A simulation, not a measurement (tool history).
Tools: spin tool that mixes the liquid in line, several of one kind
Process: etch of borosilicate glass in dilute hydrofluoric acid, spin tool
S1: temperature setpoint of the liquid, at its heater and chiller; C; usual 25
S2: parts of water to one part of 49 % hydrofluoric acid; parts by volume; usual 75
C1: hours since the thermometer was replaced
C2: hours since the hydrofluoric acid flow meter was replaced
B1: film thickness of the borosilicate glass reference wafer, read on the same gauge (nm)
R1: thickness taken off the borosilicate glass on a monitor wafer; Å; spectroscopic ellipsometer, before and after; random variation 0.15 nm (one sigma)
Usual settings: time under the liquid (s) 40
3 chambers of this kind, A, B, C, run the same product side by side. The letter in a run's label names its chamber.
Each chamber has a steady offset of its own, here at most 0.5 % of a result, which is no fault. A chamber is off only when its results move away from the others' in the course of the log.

Run 1A, hour 6.2: usual settings; C1 1060.6; C2 559.3; B1 120.02. Result: R1 187.51 Å.
Run 2B, hour 11.3: usual settings; C1 1119.8; C2 437.1; B1 120.01. Result: R1 185.15 Å.
Run 3C, hour 20.1: usual settings; C1 2152.2; C2 798.3; B1 120.01. Result: R1 187.75 Å.
Run 4B, hour 25.7: usual settings; C1 1134.2; C2 451.5; B1 120. Result: R1 185.73 Å.
Run 5A, hour 30.3: usual settings; C1 1084.7; C2 583.4; B1 120.01. Result: R1 188.38 Å.
Run 6C, hour 38.1: usual settings; C1 2170.2; C2 816.3; B1 120.01. Result: R1 186.49 Å.
Run 7A, hour 43.7: usual settings; C1 1098.1; C2 596.8; B1 119.99. Result: R1 185.51 Å.
Run 8C, hour 49.2: usual settings but time under the liquid (s) 25; C1 2181.3; C2 827.4; B1 120.01. Result: R1 117.48 Å.
Run 9B, hour 57.1: usual settings but time under the liquid (s) 25; C1 1165.6; C2 482.9; B1 120.01. Result: R1 115.45 Å.
Run 10B, hour 65.4: usual settings but time under the liquid (s) 25; C1 1173.9; C2 491.2; B1 120.01. Result: R1 117.66 Å.
Run 11C, hour 71.5: usual settings; C1 2203.6; C2 849.7; B1 119.98. Result: R1 189.68 Å.
Run 12A, hour 79.9: usual settings; C1 1134.3; C2 633; B1 120.01. Result: R1 193.05 Å.
Run 13B, hour 85.9: usual settings; C1 1194.4; C2 511.7; B1 119.96. Result: R1 186.14 Å.
Run 14A, hour 95.1: usual settings; C1 1149.5; C2 648.2; B1 120.01. Result: R1 194.2 Å.
Run 15C, hour 101.5: usual settings; C1 2233.6; C2 879.7; B1 120.02. Result: R1 189.15 Å.
Run 16B, hour 108.2: usual settings; C1 1216.7; C2 534; B1 119.99. Result: R1 183.97 Å.
Run 17A, hour 116.9: usual settings; C1 1171.3; C2 670; B1 120.02. Result: R1 194.55 Å.
Run 18C, hour 121.2: usual settings; C1 2253.3; C2 899.4; B1 119.97. Result: R1 187.98 Å.
Run 19B, hour 129.3: usual settings; C1 1237.8; C2 555.1; B1 120.02. Result: R1 186.16 Å.
Run 20A, hour 135.5: usual settings; C1 1189.9; C2 688.6; B1 119.98. Result: R1 195.34 Å.
Run 21C, hour 142.1: usual settings; C1 2274.2; C2 920.3; B1 120. Result: R1 186.75 Å.
Run 22A, hour 148.1: usual settings; C1 1202.5; C2 701.2; B1 120. Result: R1 195.04 Å.
Run 23B, hour 154: usual settings; C1 1262.5; C2 579.8; B1 120. Result: R1 185.84 Å.
Run 24C, hour 160.4: usual settings; C1 2292.5; C2 938.6; B1 119.99. Result: R1 187.67 Å.
Run 25A, hour 168.9: usual settings; C1 1223.3; C2 722; B1 119.99. Result: R1 197.41 Å.
Run 26C, hour 175.4: usual settings; C1 2307.5; C2 953.6; B1 120.01. Result: R1 188.54 Å.
Run 27B, hour 183.8: usual settings but time under the liquid (s) 55; C1 1292.3; C2 609.6; B1 119.99. Result: R1 261.67 Å.
Run 28A, hour 192.3: usual settings but time under the liquid (s) 55; C1 1246.7; C2 745.4; B1 120.01. Result: R1 276.71 Å.
Run 29C, hour 200: usual settings but time under the liquid (s) 55; C1 2332.1; C2 978.2; B1 120. Result: R1 261.75 Å.
Run 30B, hour 207.7: usual settings; C1 1316.2; C2 633.5; B1 119.99. Result: R1 189.2 Å.
Run 31B, hour 215.3: usual settings; C1 1323.8; C2 641.1; B1 120.01. Result: R1 185.66 Å.
Run 32A, hour 219.4: usual settings; C1 1273.8; C2 772.5; B1 120. Result: R1 198.37 Å.
Run 33C, hour 226.1: usual settings; C1 2358.2; C2 1004.3; B1 120.02. Result: R1 188.5 Å.
Run 34B, hour 235.3: usual settings; C1 1343.8; C2 661.1; B1 120.01. Result: R1 183.82 Å.
Run 35A, hour 240.1: usual settings; C1 1294.5; C2 793.2; B1 119.99. Result: R1 203.74 Å.
Run 36C, hour 247.5: usual settings; C1 2379.6; C2 1025.7; B1 120.01. Result: R1 190.34 Å.
Run 37A, hour 256: usual settings; C1 1310.4; C2 809.1; B1 120.02. Result: R1 205.53 Å.
Run 38C, hour 260.7: usual settings; C1 2392.8; C2 1038.9; B1 119.99. Result: R1 186.74 Å.

What goes on in this fleet: one chamber off, a drifting gauge, or nothing beyond the chambers' own small offsets? Name the chamber and the cause, if any.

Chamber A drifts away from the others.
Cause: liquid hotter than its thermometer reads (K) = 2.23.
The log may not tell that from: hydrofluoric acid flow above the setpoint (%).

Here are 4 candidates for chamber A's next run, each the usual settings with a change, their results left as question marks. Which one brings its results back in line with what the others give on the usual settings?
In line means no further than this from the other chambers' mean on the usual settings: R1 5.2 Å
Run 39A-1, hour 267.3: usual settings but S1 25.5 C, S2 70 parts by volume. Result: R1 ?.
Run 39A-2, hour 267.3: usual settings but S1 25.5 C, time under the liquid (s) 45. Result: R1 ?.
Run 39A-3, hour 267.3: usual settings but S1 24.5 C, time under the liquid (s) 35. Result: R1 ?.
Run 39A-4, hour 267.3: usual settings but S1 22.5 C. Result: R1 ?.

The other chambers' mean on the usual settings: R1 187.44 Å
  run      R1
39A-1  224.41
39A-2  234.27
39A-3  175.26
39A-4  185.13
39A-4 brings the chamber back in line.
